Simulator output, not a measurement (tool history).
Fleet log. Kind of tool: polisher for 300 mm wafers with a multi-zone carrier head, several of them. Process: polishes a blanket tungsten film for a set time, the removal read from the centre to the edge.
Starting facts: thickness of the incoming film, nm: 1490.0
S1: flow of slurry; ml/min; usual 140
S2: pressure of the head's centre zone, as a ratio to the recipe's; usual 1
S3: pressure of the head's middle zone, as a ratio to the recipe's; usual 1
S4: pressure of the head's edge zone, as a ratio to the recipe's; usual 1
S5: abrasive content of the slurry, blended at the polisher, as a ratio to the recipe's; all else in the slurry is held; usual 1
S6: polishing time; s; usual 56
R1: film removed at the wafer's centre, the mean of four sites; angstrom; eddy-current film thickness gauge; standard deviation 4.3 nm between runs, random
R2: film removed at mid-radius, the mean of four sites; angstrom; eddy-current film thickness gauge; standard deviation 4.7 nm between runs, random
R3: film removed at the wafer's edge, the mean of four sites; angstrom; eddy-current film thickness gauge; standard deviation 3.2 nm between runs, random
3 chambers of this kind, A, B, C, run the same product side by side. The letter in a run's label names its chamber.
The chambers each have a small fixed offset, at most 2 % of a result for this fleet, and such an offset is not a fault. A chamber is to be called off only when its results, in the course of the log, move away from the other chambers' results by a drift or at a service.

run,hour,S1,S2,S3,S4,S5,S6,R1,R2,R3
1A,7.7,140,1,1,1,1,56,3206.4,3183,3264.1
2B,15.4,140,1,1,1,1,56,3259.6,3218.4,3268.4
3C,22,140,1,1,1,1,56,3104,3276.4,3258.3
# hour 26.8: chamber B: worn pad replaced by a new one
4A,32.3,140,1,1,1,1,56,3184.2,3246.1,3245.6
# hour 37.5: chamber A: worn pad replaced by a new one
5B,37.6,140,1,1,1,1,56,3160.9,3186.4,3212.3
6C,45.4,140,1,1,1,1,56,3213.9,3222.6,3201.7
7C,51.6,140,1,1,1,1,56,3268.7,3233.3,3181.2
8A,58.7,140,1,1,1,1,56,3141.6,3301.8,3245.9
9B,67.3,140,1,1,1,1,56,3166.2,3244.5,3222.4
# hour 71.3: chamber A: edge zone pressure recalibrated
10A,74.1,140,1,1,1,1,56,3177.9,3296.1,3228.4
# hour 77.9: chamber B: worn pad replaced by a new one
11B,83,140,1,1,1,1,56,3116,3252.7,3206.7
12C,91.4,140,1,1,1,1,56,3144.3,3165.5,3108.3
# hour 93.2: chamber C: edge zone pressure recalibrated
13B,101.3,140,1,1,1,1,56,3265.4,3263.2,3229.6
14A,106.1,140,1,1,1,1,56,3184.6,3286.2,3237.7
# hour 112.7: chamber A: worn pad replaced by a new one
15C,115.6,140,1,1,1,1,56,3128.1,3074.3,3051.3
16B,122.8,140,1,0.9,1,1.2,56,3342.6,3122.9,3364.5
# hour 131.1: chamber B: worn pad replaced by a new one
17C,131.6,140,1,0.9,1,1.2,56,3175.6,2961.1,3219.8
18A,140.6,140,1,0.9,1,1.2,56,3303.8,3062.8,3447.4
19B,147.9,140,1,1,1,1,56,3249.3,3310.5,3285.7
20A,153,140,1,1,1,1,56,3130.6,3185.2,3294.9
21C,162.1,140,1,1,1,1,56,3021.8,2979.9,3009.8
22B,166.9,140,1,1,1,1,56,3288.9,3261.3,3229.6
# hour 172.1: chamber A: worn pad replaced by a new one
23C,174,140,1.06,1,0.96,1,56,3118.9,3037.6,2924.9
# hour 178.3: chamber B: worn pad replaced by a new one
24A,184.6,140,1.06,1,0.96,1,56,3294.3,3233.2,3220.9
25A,194.2,140,1.06,1,0.96,1,56,3414.1,3306.5,3264.1
# hour 196: chamber B: centre zone pressure recalibrated
26B,200.4,140,1,1,1,1,56,3184.3,3210.3,3222.5
27C,205.2,140,1,1,1,1,56,2978.7,3046.6,2966
28A,210.8,140,1,1,1,1,56,3219.4,3305.7,3286.8
29B,215.8,140,1,1,1,1,56,3190,3192.4,3194.7
# hour 217.1: chamber B: slurry nozzle cleaned
# hour 217.3: chamber A: centre zone pressure recalibrated
30C,220.5,140,1,1,1,1,56,2952,2964.7,2989.5
# hour 227.1: chamber B: worn pad replaced by a new one
31C,229.1,140,1,1,1,1,56,2934.3,2963.7,2919.9
32B,237.2,140,1,1,1,1,56,3181.6,3285.3,3214.7
33A,242.1,140,1,1,1,1,56,3124.2,3198,3280.2

Next, every chamber runs the same settings. What will each give?
34A,249.9,190,1,1,1,1,56,?,?,?
34B,249.9,190,1,1,1,1,56,?,?,?
34C,249.9,190,1,1,1,1,56,?,?,?

run,R1,R2,R3
34A,3429.4,3432.2,3458.9
34B,3420.9,3446.2,3350.9
34C,3076.7,3057.2,3073.1
